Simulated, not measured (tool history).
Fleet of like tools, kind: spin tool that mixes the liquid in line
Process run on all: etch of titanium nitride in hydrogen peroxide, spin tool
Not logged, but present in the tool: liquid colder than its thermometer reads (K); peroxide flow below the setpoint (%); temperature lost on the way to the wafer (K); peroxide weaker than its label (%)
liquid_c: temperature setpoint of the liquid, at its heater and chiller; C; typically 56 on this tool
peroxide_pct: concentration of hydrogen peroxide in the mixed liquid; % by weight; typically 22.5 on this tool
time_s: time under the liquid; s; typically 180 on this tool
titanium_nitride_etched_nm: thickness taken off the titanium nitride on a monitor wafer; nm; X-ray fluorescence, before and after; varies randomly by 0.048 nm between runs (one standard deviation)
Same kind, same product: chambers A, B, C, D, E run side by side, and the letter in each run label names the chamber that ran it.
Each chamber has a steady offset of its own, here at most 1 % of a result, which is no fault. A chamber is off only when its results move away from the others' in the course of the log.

run,hour,liquid_c,peroxide_pct,time_s,hours since the thermometer was replaced,hours since the peroxide flow meter was replaced,hours since the heated supply line was repaired,hours since the drum of peroxide was connected,"read-back film thickness of the titanium nitride reference wafer, read on the same gauge (nm)",titanium_nitride_etched_nm
1D,3.9,56,22.5,180,26,89,590.2,98.4,140.01,7.0018
2E,7.5,56,22.5,180,1185.3,472.3,354.6,203,140.01,7.1128
3A,9.8,56,22.5,180,1343.9,336.5,1072.6,714.3,139.98,7.031
4B,13.2,56,22.5,180,654.3,563.5,718.8,455.6,140.03,7.0449
5C,15.6,56,22.5,180,2225.5,368.5,285.8,932.3,139.97,7.0346
6D,19.8,56,22.5,180,41.9,104.9,606.1,114.3,140.03,6.9536
7B,22.9,56,22.5,180,664,573.2,728.5,465.3,140.02,6.9258
8C,25.9,56,22.5,180,2235.8,378.8,296.1,942.6,140.01,7.1056
9E,30,56,22.5,180,1207.8,494.8,377.1,225.5,140,7.0311
10A,34,56,22.5,180,1368.1,360.7,1096.8,738.5,139.99,7.0163
11D,35.9,56,22.5,180,58,121,622.2,130.4,140,7.0536
12A,37.9,60,22.5,230,1372,364.6,1100.7,742.4,140.04,11.682
13C,40.7,60,22.5,230,2250.6,393.6,310.9,957.4,140.01,11.831
14B,43,60,22.5,230,684.1,593.3,748.6,485.4,139.98,11.705
15E,46.6,60,22.5,230,1224.4,511.4,393.7,242.1,140,11.947
16E,50.6,60,22.5,230,1228.4,515.4,397.7,246.1,139.99,12.09
17A,54.8,56,16.5,180,1388.9,381.5,1117.6,759.3,139.99,6.5076
18D,57,56,16.5,180,79.1,142.1,643.3,151.5,139.98,6.6045
19C,60.7,56,16.5,180,2270.6,413.6,330.9,977.4,140.01,6.6508
20B,63.8,56,16.5,180,704.9,614.1,769.4,506.2,140,6.5128
21E,66.7,56,16.5,180,1244.5,531.5,413.8,262.2,139.99,6.6067
22C,68.8,56,25,245,2278.7,421.7,339,985.5,140.05,9.7624
23B,72.5,56,25,245,713.6,622.8,778.1,514.9,140,9.6914
24A,76.4,56,25,245,1410.5,403.1,1139.2,780.9,140.03,9.4087
25D,80.4,56,25,245,102.5,165.5,666.7,174.9,140.04,9.9161
26D,83.2,56,25,245,105.3,168.3,669.5,177.7,140.02,9.6847
27A,85.2,56,22.5,180,1419.3,411.9,1148,789.7,139.98,6.7074
28C,88.1,56,22.5,180,2298,441,358.3,1004.8,139.98,7.0691
29B,90.9,56,22.5,180,732,641.2,796.5,533.3,140,6.9662
30E,94.7,56,22.5,180,1272.5,559.5,441.8,290.2,140.03,7.0531
31E,96.9,56,22.5,180,1274.7,561.7,444,292.4,140.01,7.0361
32C,100.4,56,22.5,105,2310.3,453.3,370.6,1017.1,140.04,4.1535
33D,103.3,56,22.5,105,125.4,188.4,689.6,197.8,139.99,4.1385
34B,106.8,56,22.5,105,747.9,657.1,812.4,549.2,140.02,4.1041
35A,110.7,56,22.5,105,1444.8,437.4,1173.5,815.2,139.95,3.8701
36D,113.5,56,22.5,105,135.6,198.6,699.8,208,139.98,4.076
37B,115.9,56,22.5,180,757,666.2,821.5,558.3,139.98,6.9484
38C,119.4,56,27,180,2329.3,472.3,389.6,1036.1,140.01,7.3615
39E,123.7,56,27,180,1301.5,588.5,470.8,319.2,140.01,7.3978

All chambers now run identical settings, listed one chamber a line with results as question marks. What results will each chamber show?
40A,126.8,56,22.5,135,,,,,,?
40B,126.8,56,22.5,135,,,,,,?
40C,126.8,56,22.5,135,,,,,,?
40D,126.8,56,22.5,135,,,,,,?
40E,126.8,56,22.5,135,,,,,,?

run,titanium_nitride_etched_nm
40A,4.8885
40B,5.1984
40C,5.2843
40D,5.2535
40E,5.2898
